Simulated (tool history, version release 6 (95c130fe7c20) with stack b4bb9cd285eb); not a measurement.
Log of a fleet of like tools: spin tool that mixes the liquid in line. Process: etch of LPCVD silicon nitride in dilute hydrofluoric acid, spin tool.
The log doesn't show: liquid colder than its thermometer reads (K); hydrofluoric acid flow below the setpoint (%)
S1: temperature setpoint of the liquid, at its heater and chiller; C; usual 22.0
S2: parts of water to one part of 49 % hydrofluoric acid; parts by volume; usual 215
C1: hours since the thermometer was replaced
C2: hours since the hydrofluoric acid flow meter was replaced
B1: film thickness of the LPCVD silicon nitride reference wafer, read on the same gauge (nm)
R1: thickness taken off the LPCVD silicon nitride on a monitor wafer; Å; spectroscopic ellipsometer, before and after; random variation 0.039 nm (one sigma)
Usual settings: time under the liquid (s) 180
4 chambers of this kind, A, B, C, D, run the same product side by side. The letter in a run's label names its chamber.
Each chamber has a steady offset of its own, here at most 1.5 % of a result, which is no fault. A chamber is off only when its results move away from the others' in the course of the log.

{"run": "1A", "hour": 10.6, "S1": 22.0, "S2": 215, "time under the liquid (s)": 180, "C1": 1501.2, "C2": 659.9, "B1": 69.99, "R1": 3.697}
{"run": "2D", "hour": 19.7, "S1": 22.0, "S2": 215, "time under the liquid (s)": 180, "C1": 2179.2, "C2": 1824.7, "B1": 70.009, "R1": 2.9247}
{"run": "3C", "hour": 29.1, "S1": 22.0, "S2": 215, "time under the liquid (s)": 180, "C1": 1334.4, "C2": 329.4, "B1": 69.997, "R1": 3.3528}
{"run": "4B", "hour": 40.7, "S1": 22.0, "S2": 215, "time under the liquid (s)": 180, "C1": 394.5, "C2": 277.3, "B1": 70.03, "R1": 3.2319}
{"hour": 43.4, "done": "chamber A: hydrofluoric acid flow meter replaced"}
{"run": "5C", "hour": 52.5, "S1": 22.0, "S2": 215, "time under the liquid (s)": 180, "C1": 1357.8, "C2": 352.8, "B1": 70.012, "R1": 3.4112}
{"run": "6D", "hour": 65.8, "S1": 23.5, "S2": 215, "time under the liquid (s)": 180, "C1": 2225.3, "C2": 1870.8, "B1": 69.999, "R1": 3.5976}
{"run": "7B", "hour": 76.8, "S1": 23.5, "S2": 215, "time under the liquid (s)": 180, "C1": 430.6, "C2": 313.4, "B1": 70.012, "R1": 3.5697}
{"run": "8A", "hour": 89.9, "S1": 23.5, "S2": 215, "time under the liquid (s)": 180, "C1": 1580.5, "C2": 46.6, "B1": 69.973, "R1": 4.0057}
{"run": "9B", "hour": 100.5, "S1": 23.5, "S2": 215, "time under the liquid (s)": 180, "C1": 454.3, "C2": 337.1, "B1": 70.005, "R1": 4.6159}
{"run": "10D", "hour": 110.6, "S1": 22.0, "S2": 215, "time under the liquid (s)": 95, "C1": 2270.1, "C2": 1915.6, "B1": 69.981, "R1": 1.6827}
{"run": "11C", "hour": 120.6, "S1": 22.0, "S2": 215, "time under the liquid (s)": 95, "C1": 1425.9, "C2": 420.9, "B1": 70.015, "R1": 1.8039}
{"run": "12A", "hour": 128.4, "S1": 22.0, "S2": 215, "time under the liquid (s)": 95, "C1": 1619.0, "C2": 85.1, "B1": 69.99, "R1": 1.6396}
{"hour": 136.7, "done": "chamber A: thermometer replaced"}
{"run": "13D", "hour": 139.0, "S1": 22.0, "S2": 215, "time under the liquid (s)": 95, "C1": 2298.5, "C2": 1944.0, "B1": 70.006, "R1": 1.5885}
{"run": "14A", "hour": 150.0, "S1": 22.0, "S2": 215, "time under the liquid (s)": 180, "C1": 13.3, "C2": 106.7, "B1": 70.002, "R1": 3.212}
{"run": "15C", "hour": 161.5, "S1": 22.0, "S2": 215, "time under the liquid (s)": 180, "C1": 1466.8, "C2": 461.8, "B1": 69.99, "R1": 3.4804}
{"run": "16B", "hour": 170.8, "S1": 22.0, "S2": 215, "time under the liquid (s)": 180, "C1": 524.6, "C2": 407.4, "B1": 69.977, "R1": 2.9719}
{"run": "17A", "hour": 182.6, "S1": 22.0, "S2": 215, "time under the liquid (s)": 180, "C1": 45.9, "C2": 139.3, "B1": 70.013, "R1": 3.6059}
{"run": "18B", "hour": 190.1, "S1": 22.0, "S2": 215, "time under the liquid (s)": 180, "C1": 543.9, "C2": 426.7, "B1": 69.989, "R1": 3.4494}
{"run": "19C", "hour": 202.2, "S1": 22.0, "S2": 115, "time under the liquid (s)": 180, "C1": 1507.5, "C2": 502.5, "B1": 70.022, "R1": 6.2258}
{"run": "20D", "hour": 210.2, "S1": 22.0, "S2": 115, "time under the liquid (s)": 180, "C1": 2369.7, "C2": 2015.2, "B1": 69.987, "R1": 4.7217}
{"run": "21B", "hour": 219.6, "S1": 22.0, "S2": 115, "time under the liquid (s)": 180, "C1": 573.4, "C2": 456.2, "B1": 70.022, "R1": 5.7532}
{"run": "22D", "hour": 227.4, "S1": 22.0, "S2": 115, "time under the liquid (s)": 180, "C1": 2386.9, "C2": 2032.4, "B1": 70.013, "R1": 7.0176}
{"run": "23A", "hour": 234.9, "S1": 22.0, "S2": 215, "time under the liquid (s)": 180, "C1": 98.2, "C2": 191.6, "B1": 69.965, "R1": 3.8989}
{"run": "24C", "hour": 244.3, "S1": 22.0, "S2": 290, "time under the liquid (s)": 180, "C1": 1549.6, "C2": 544.6, "B1": 69.992, "R1": 2.7795}
{"run": "25B", "hour": 250.8, "S1": 22.0, "S2": 290, "time under the liquid (s)": 180, "C1": 604.6, "C2": 487.4, "B1": 70.001, "R1": 2.924}
{"run": "26A", "hour": 260.6, "S1": 22.0, "S2": 290, "time under the liquid (s)": 180, "C1": 123.9, "C2": 217.3, "B1": 70.004, "R1": 2.3313}
{"run": "27D", "hour": 273.3, "S1": 22.0, "S2": 290, "time under the liquid (s)": 180, "C1": 2432.8, "C2": 2078.3, "B1": 69.984, "R1": 2.3641}
{"run": "28C", "hour": 281.8, "S1": 22.0, "S2": 215, "time under the liquid (s)": 180, "C1": 1587.1, "C2": 582.1, "B1": 70.027, "R1": 2.7002}
{"hour": 288.9, "done": "chamber B: hydrofluoric acid flow meter replaced"}
{"run": "29B", "hour": 294.3, "S1": 22.0, "S2": 215, "time under the liquid (s)": 180, "C1": 648.1, "C2": 5.4, "B1": 69.995, "R1": 3.6859}
{"run": "30C", "hour": 306.5, "S1": 22.0, "S2": 215, "time under the liquid (s)": 180, "C1": 1611.8, "C2": 606.8, "B1": 70.006, "R1": 2.8365}
{"run": "31A", "hour": 318.7, "S1": 22.0, "S2": 215, "time under the liquid (s)": 180, "C1": 182.0, "C2": 275.4, "B1": 70.008, "R1": 3.3638}
{"run": "32D", "hour": 327.2, "S1": 22.0, "S2": 310, "time under the liquid (s)": 180, "C1": 2486.7, "C2": 2132.2, "B1": 69.989, "R1": 1.8259}
{"run": "33D", "hour": 338.9, "S1": 22.0, "S2": 310, "time under the liquid (s)": 180, "C1": 2498.4, "C2": 2143.9, "B1": 70.004, "R1": 2.6304}
{"run": "34A", "hour": 344.7, "S1": 22.0, "S2": 310, "time under the liquid (s)": 180, "C1": 208.0, "C2": 301.4, "B1": 70.015, "R1": 1.8655}

Is one chamber off against the others, does the gauge drift, or is nothing wrong? If a chamber is off, say which, and what the likeliest cause is.

No chamber stands off beyond its own small offset, and the gauge holds steady.
